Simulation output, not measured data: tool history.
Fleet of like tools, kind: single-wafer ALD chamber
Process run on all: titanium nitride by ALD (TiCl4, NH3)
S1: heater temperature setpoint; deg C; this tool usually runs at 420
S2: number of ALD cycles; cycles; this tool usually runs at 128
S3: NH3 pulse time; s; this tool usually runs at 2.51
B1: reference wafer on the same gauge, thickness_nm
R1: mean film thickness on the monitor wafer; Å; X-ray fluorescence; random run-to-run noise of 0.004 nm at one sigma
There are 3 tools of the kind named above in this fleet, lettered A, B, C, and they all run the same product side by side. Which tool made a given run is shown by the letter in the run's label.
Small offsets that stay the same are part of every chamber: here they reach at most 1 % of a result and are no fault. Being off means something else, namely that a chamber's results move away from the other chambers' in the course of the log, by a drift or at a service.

{"run": "1A", "hour": 8.8, "S1": 420, "S2": 128, "S3": 2.51, "B1": 2.7608, "R1": 28.791}
{"run": "2C", "hour": 17.6, "S1": 420, "S2": 128, "S3": 2.51, "B1": 2.7611, "R1": 28.759}
{"run": "3B", "hour": 29.6, "S1": 420, "S2": 128, "S3": 2.51, "B1": 2.7614, "R1": 28.726}
{"run": "4A", "hour": 39.9, "S1": 420, "S2": 128, "S3": 2.51, "B1": 2.7611, "R1": 28.835}
{"run": "5B", "hour": 52.4, "S1": 420, "S2": 128, "S3": 2.51, "B1": 2.7633, "R1": 28.7}
{"run": "6C", "hour": 64.8, "S1": 420, "S2": 128, "S3": 2.51, "B1": 2.7627, "R1": 28.786}
{"run": "7A", "hour": 74.9, "S1": 420, "S2": 128, "S3": 2.51, "B1": 2.7629, "R1": 28.807}
{"run": "8C", "hour": 83.4, "S1": 420, "S2": 128, "S3": 2.51, "B1": 2.7633, "R1": 28.795}
{"run": "9B", "hour": 95.8, "S1": 420, "S2": 128, "S3": 2.51, "B1": 2.7643, "R1": 28.693}
{"run": "10C", "hour": 103.9, "S1": 420, "S2": 128, "S3": 2.51, "B1": 2.7643, "R1": 28.849}
{"run": "11A", "hour": 113.9, "S1": 425, "S2": 137, "S3": 2.51, "B1": 2.7644, "R1": 31.028}
{"run": "12B", "hour": 124.7, "S1": 425, "S2": 137, "S3": 2.51, "B1": 2.7661, "R1": 30.812}
{"run": "13A", "hour": 135.9, "S1": 425, "S2": 137, "S3": 2.51, "B1": 2.7661, "R1": 30.975}
{"run": "14B", "hour": 144.8, "S1": 420, "S2": 128, "S3": 2.51, "B1": 2.7662, "R1": 28.779}
{"run": "15C", "hour": 152.8, "S1": 420, "S2": 128, "S3": 2.51, "B1": 2.7664, "R1": 28.81}
{"run": "16A", "hour": 160.6, "S1": 420, "S2": 128, "S3": 2.51, "B1": 2.7672, "R1": 28.852}
{"run": "17B", "hour": 168.9, "S1": 420, "S2": 128, "S3": 2.51, "B1": 2.7671, "R1": 28.82}
{"run": "18C", "hour": 175.6, "S1": 420, "S2": 128, "S3": 2.51, "B1": 2.767, "R1": 28.828}
{"run": "19A", "hour": 186.7, "S1": 420, "S2": 128, "S3": 2.51, "B1": 2.7679, "R1": 28.902}
{"run": "20C", "hour": 196.5, "S1": 420, "S2": 128, "S3": 2.51, "B1": 2.7693, "R1": 28.843}
{"run": "21B", "hour": 206.1, "S1": 420, "S2": 128, "S3": 2.51, "B1": 2.77, "R1": 28.74}
{"run": "22A", "hour": 216.9, "S1": 420, "S2": 128, "S3": 2.51, "B1": 2.7686, "R1": 28.892}
{"run": "23C", "hour": 228.3, "S1": 420, "S2": 128, "S3": 2.51, "B1": 2.7701, "R1": 28.906}
{"run": "24B", "hour": 238.4, "S1": 420, "S2": 128, "S3": 2.51, "B1": 2.769, "R1": 28.848}
{"run": "25A", "hour": 247.0, "S1": 420, "S2": 128, "S3": 2.51, "B1": 2.7709, "R1": 28.935}
{"run": "26C", "hour": 257.7, "S1": 420, "S2": 128, "S3": 2.51, "B1": 2.7706, "R1": 28.835}
{"run": "27B", "hour": 265.9, "S1": 420, "S2": 128, "S3": 2.51, "B1": 2.7705, "R1": 28.772}
{"run": "28C", "hour": 274.0, "S1": 420, "S2": 128, "S3": 2.51, "B1": 2.7713, "R1": 28.918}
{"run": "29A", "hour": 285.5, "S1": 420, "S2": 128, "S3": 2.51, "B1": 2.7714, "R1": 28.964}
{"run": "30B", "hour": 296.4, "S1": 420, "S2": 128, "S3": 2.51, "B1": 2.773, "R1": 28.874}
{"run": "31A", "hour": 307.4, "S1": 420, "S2": 128, "S3": 2.51, "B1": 2.7734, "R1": 28.959}
{"run": "32B", "hour": 314.1, "S1": 420, "S2": 128, "S3": 2.51, "B1": 2.773, "R1": 28.853}
{"run": "33C", "hour": 325.9, "S1": 420, "S2": 128, "S3": 2.51, "B1": 2.7732, "R1": 28.871}
{"run": "34C", "hour": 337.2, "S1": 420, "S2": 149, "S3": 2.51, "B1": 2.7742, "R1": 33.538}
{"run": "35B", "hour": 343.4, "S1": 420, "S2": 149, "S3": 2.51, "B1": 2.7758, "R1": 33.597}
{"run": "36A", "hour": 350.4, "S1": 420, "S2": 149, "S3": 2.51, "B1": 2.7748, "R1": 33.74}
{"run": "37B", "hour": 357.0, "S1": 420, "S2": 128, "S3": 2.51, "B1": 2.7746, "R1": 28.841}
{"run": "38A", "hour": 367.2, "S1": 420, "S2": 128, "S3": 2.51, "B1": 2.7758, "R1": 29.01}

Does one chamber stand apart from the rest, does the shared gauge drift, or is all well apart from small per-chamber offsets? Give the chamber and the most likely cause, where there is one.

No chamber is off; the gauge reading every chamber's wafers drifts, which makes the whole fleet appear to move together.
Most likely cause: gauge reads high (%) = 0.578.
